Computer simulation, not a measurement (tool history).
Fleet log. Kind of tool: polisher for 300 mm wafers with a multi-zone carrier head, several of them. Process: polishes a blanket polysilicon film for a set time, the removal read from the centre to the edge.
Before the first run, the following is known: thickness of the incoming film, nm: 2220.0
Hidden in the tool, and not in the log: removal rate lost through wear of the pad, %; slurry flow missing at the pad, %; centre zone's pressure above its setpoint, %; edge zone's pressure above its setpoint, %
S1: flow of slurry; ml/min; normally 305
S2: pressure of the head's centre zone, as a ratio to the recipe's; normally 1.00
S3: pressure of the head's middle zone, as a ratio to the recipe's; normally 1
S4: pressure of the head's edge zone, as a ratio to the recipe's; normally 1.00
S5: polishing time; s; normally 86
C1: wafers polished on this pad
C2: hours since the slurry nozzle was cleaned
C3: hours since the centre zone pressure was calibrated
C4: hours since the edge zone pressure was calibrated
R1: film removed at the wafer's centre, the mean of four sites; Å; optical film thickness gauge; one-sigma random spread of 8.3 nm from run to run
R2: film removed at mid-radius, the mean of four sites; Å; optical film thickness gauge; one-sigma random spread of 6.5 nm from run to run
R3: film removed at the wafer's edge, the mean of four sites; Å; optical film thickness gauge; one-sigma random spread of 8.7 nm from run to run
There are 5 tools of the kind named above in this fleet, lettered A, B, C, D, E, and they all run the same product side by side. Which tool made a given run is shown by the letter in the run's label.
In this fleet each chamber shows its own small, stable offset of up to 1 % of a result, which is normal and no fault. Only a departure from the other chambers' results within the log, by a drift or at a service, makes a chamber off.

run 1B hour=9.5 | S1=305 S2=1.00 S3=1 S4=1.00 S5=86 | C1=270 C2=155.8 C3=96.5 C4=349.1 | R1=7026.8 R2=6956.9 R3=7003.3
run 2C hour=14.4 | S1=305 S2=1.00 S3=1 S4=1.00 S5=86 | C1=238 C2=156.5 C3=491.2 C4=811.8 | R1=6992.3 R2=6988.7 R3=7170.1
run 3A hour=20.7 | S1=305 S2=1.00 S3=1 S4=1.00 S5=86 | C1=928 C2=101.0 C3=1023.8 C4=843.6 | R1=7045.1 R2=6849.3 R3=6945.9
run 4D hour=27.4 | S1=305 S2=1.00 S3=1 S4=1.00 S5=86 | C1=999 C2=179.2 C3=436.2 C4=151.1 | R1=6886.2 R2=6973.0 R3=6987.3
-- hour=30.0 chamber E: slurry nozzle cleaned
run 5E hour=31.6 | S1=305 S2=1.00 S3=1 S4=1.12 S5=86 | C1=813 C2=1.7 C3=932.7 C4=726.3 | R1=6919.5 R2=7125.7 R3=7568.9
run 6B hour=36.7 | S1=305 S2=1.00 S3=1 S4=1.12 S5=86 | C1=438 C2=183.0 C3=123.7 C4=376.3 | R1=6955.3 R2=6988.9 R3=7259.0
run 7D hour=42.4 | S1=305 S2=1.00 S3=1 S4=1.12 S5=86 | C1=1092 C2=194.2 C3=451.2 C4=166.1 | R1=7100.3 R2=6849.8 R3=7347.8
run 8C hour=46.5 | S1=305 S2=1.00 S3=1 S4=1.12 S5=86 | C1=436 C2=188.6 C3=523.3 C4=843.9 | R1=7027.3 R2=7037.9 R3=7532.0
-- hour=49.7 chamber D: worn pad replaced by a new one
run 9A hour=55.6 | S1=305 S2=1.00 S3=1 S4=1.12 S5=86 | C1=1144 C2=135.9 C3=1058.7 C4=878.5 | R1=6902.8 R2=7029.1 R3=7300.0
-- hour=58.7 chamber B: slurry nozzle cleaned
-- hour=60.8 chamber A: centre zone pressure recalibrated
run 10E hour=61.5 | S1=305 S2=1.00 S3=1 S4=1.00 S5=86 | C1=997 C2=31.6 C3=962.6 C4=756.2 | R1=6859.9 R2=7138.2 R3=7051.8
run 11C hour=69.3 | S1=305 S2=1.00 S3=1 S4=1.00 S5=86 | C1=577 C2=211.4 C3=546.1 C4=866.7 | R1=7045.3 R2=7021.1 R3=7015.1
-- hour=77.9 chamber D: centre zone pressure recalibrated
run 12B hour=78.0 | S1=305 S2=1.00 S3=1 S4=1.00 S5=86 | C1=693 C2=19.3 C3=165.0 C4=417.6 | R1=6908.0 R2=7117.7 R3=6894.5
-- hour=80.2 chamber B: edge zone pressure recalibrated
run 13E hour=85.0 | S1=305 S2=1.00 S3=1 S4=1.00 S5=86 | C1=1143 C2=55.1 C3=986.1 C4=779.7 | R1=6741.3 R2=6795.5 R3=6896.6
-- hour=85.3 chamber C: edge zone pressure recalibrated
-- hour=87.1 chamber B: worn pad replaced by a new one
run 14A hour=90.5 | S1=305 S2=1.00 S3=1 S4=1.00 S5=86 | C1=1360 C2=170.8 C3=29.7 C4=913.4 | R1=6967.9 R2=6952.6 R3=7066.9
-- hour=95.2 chamber A: worn pad replaced by a new one
run 15D hour=98.3 | S1=305 S2=1.00 S3=1 S4=1.00 S5=86 | C1=300 C2=250.1 C3=20.4 C4=222.0 | R1=6982.8 R2=6931.4 R3=7123.3
-- hour=106.5 chamber A: edge zone pressure recalibrated
run 16D hour=107.7 | S1=305 S2=1.00 S3=1 S4=1.00 S5=86 | C1=358 C2=259.5 C3=29.8 C4=231.4 | R1=6853.5 R2=6931.3 R3=6934.1
run 17A hour=115.0 | S1=305 S2=1.00 S3=1 S4=1.00 S5=86 | C1=122 C2=195.3 C3=54.2 C4=8.6 | R1=7002.1 R2=7075.1 R3=6924.4
run 18C hour=122.0 | S1=305 S2=0.89 S3=1 S4=1.09 S5=86 | C1=903 C2=264.1 C3=598.8 C4=36.7 | R1=6145.7 R2=6942.3 R3=7497.9
run 19E hour=128.0 | S1=305 S2=0.89 S3=1 S4=1.09 S5=86 | C1=1408 C2=98.1 C3=1029.1 C4=822.7 | R1=5811.4 R2=6612.7 R3=6879.9
run 20B hour=136.1 | S1=305 S2=0.89 S3=1 S4=1.09 S5=86 | C1=303 C2=77.4 C3=223.1 C4=56.0 | R1=6142.7 R2=7110.1 R3=7252.4
run 21A hour=141.1 | S1=305 S2=0.89 S3=1 S4=1.09 S5=86 | C1=284 C2=221.4 C3=80.3 C4=34.7 | R1=6186.7 R2=6963.3 R3=7313.7
run 22C hour=146.8 | S1=305 S2=0.89 S3=1 S4=1.09 S5=86 | C1=1056 C2=288.9 C3=623.6 C4=61.5 | R1=6246.2 R2=7030.0 R3=7291.5
run 23D hour=155.9 | S1=305 S2=1.00 S3=1 S4=1.00 S5=86 | C1=656 C2=307.7 C3=78.0 C4=279.6 | R1=6942.5 R2=6974.8 R3=6971.2
run 24E hour=163.3 | S1=305 S2=1.00 S3=1 S4=1.00 S5=86 | C1=1626 C2=133.4 C3=1064.4 C4=858.0 | R1=6414.5 R2=6413.5 R3=6388.2
run 25B hour=171.1 | S1=305 S2=1.00 S3=1 S4=1.00 S5=86 | C1=519 C2=112.4 C3=258.1 C4=91.0 | R1=7179.1 R2=7083.1 R3=7030.6
run 26C hour=179.3 | S1=350 S2=1.00 S3=1 S4=1.00 S5=63 | C1=1257 C2=321.4 C3=656.1 C4=94.0 | R1=5285.6 R2=5209.6 R3=5257.3
run 27D hour=185.2 | S1=350 S2=1.00 S3=1 S4=1.00 S5=63 | C1=837 C2=337.0 C3=107.3 C4=308.9 | R1=5176.9 R2=5139.7 R3=5206.3
run 28A hour=191.8 | S1=350 S2=1.00 S3=1 S4=1.00 S5=63 | C1=597 C2=272.1 C3=131.0 C4=85.4 | R1=5202.5 R2=5116.5 R3=5135.5
run 29E hour=201.0 | S1=350 S2=1.00 S3=1 S4=1.00 S5=63 | C1=1859 C2=171.1 C3=1102.1 C4=895.7 | R1=4645.2 R2=4629.7 R3=4619.8
run 30B hour=210.4 | S1=350 S2=1.00 S3=1 S4=1.00 S5=63 | C1=762 C2=151.7 C3=297.4 C4=130.3 | R1=5071.4 R2=5272.2 R3=5105.9
run 31A hour=216.5 | S1=305 S2=1.00 S3=1 S4=1.00 S5=86 | C1=749 C2=296.8 C3=155.7 C4=110.1 | R1=6944.6 R2=6925.0 R3=6883.3

Has any chamber moved away from the others, gradually or after a service, or does the common gauge drift, or do the chambers differ only by their own small steady offsets? State the chamber and the most likely cause if one applies.

One chamber, E, drifts off from the rest bit by bit.
Likeliest cause: removal rate lost through wear of the pad, % = 11.9.

Chamber E could run next with any of the 4 candidate recipes listed below; each alters the usual settings, and their results appear as question marks. Which one brings its results back in line with what the other chambers deliver on the usual settings?
Counts as in line when no further than this from what the other chambers average on the usual settings: R1 290.0 Å; R2 230.0 Å; R3 300.0 Å
run 32E-1 hour=223.4 | S1=310 S2=1.01 S3=1.00 S4=1.00 S5=96 | R1=? R2=? R3=?
run 32E-2 hour=223.4 | S1=315 S2=1.03 S3=0.99 S4=1.01 S5=111 | R1=? R2=? R3=?
run 32E-3 hour=223.4 | S1=300 S2=0.98 S3=1.00 S4=1.00 S5=66 | R1=? R2=? R3=?
run 32E-4 hour=223.4 | S1=300 S2=0.99 S3=1.00 S4=1.00 S5=76 | R1=? R2=? R3=?

Average result of the remaining chambers running the usual settings: R1 6991.1 Å; R2 6975.2 Å; R3 6974.8 Å
run=32E-1 R1=6939.5 R2=6899.5 R3=6953.4
run=32E-2 R1=8213.0 R2=7916.0 R3=8091.8
run=32E-3 R1=4597.9 R2=4729.7 R3=4769.3
run=32E-4 R1=5354.7 R2=5446.0 R3=5491.9
With 32E-1, the chamber falls back in line with the rest.
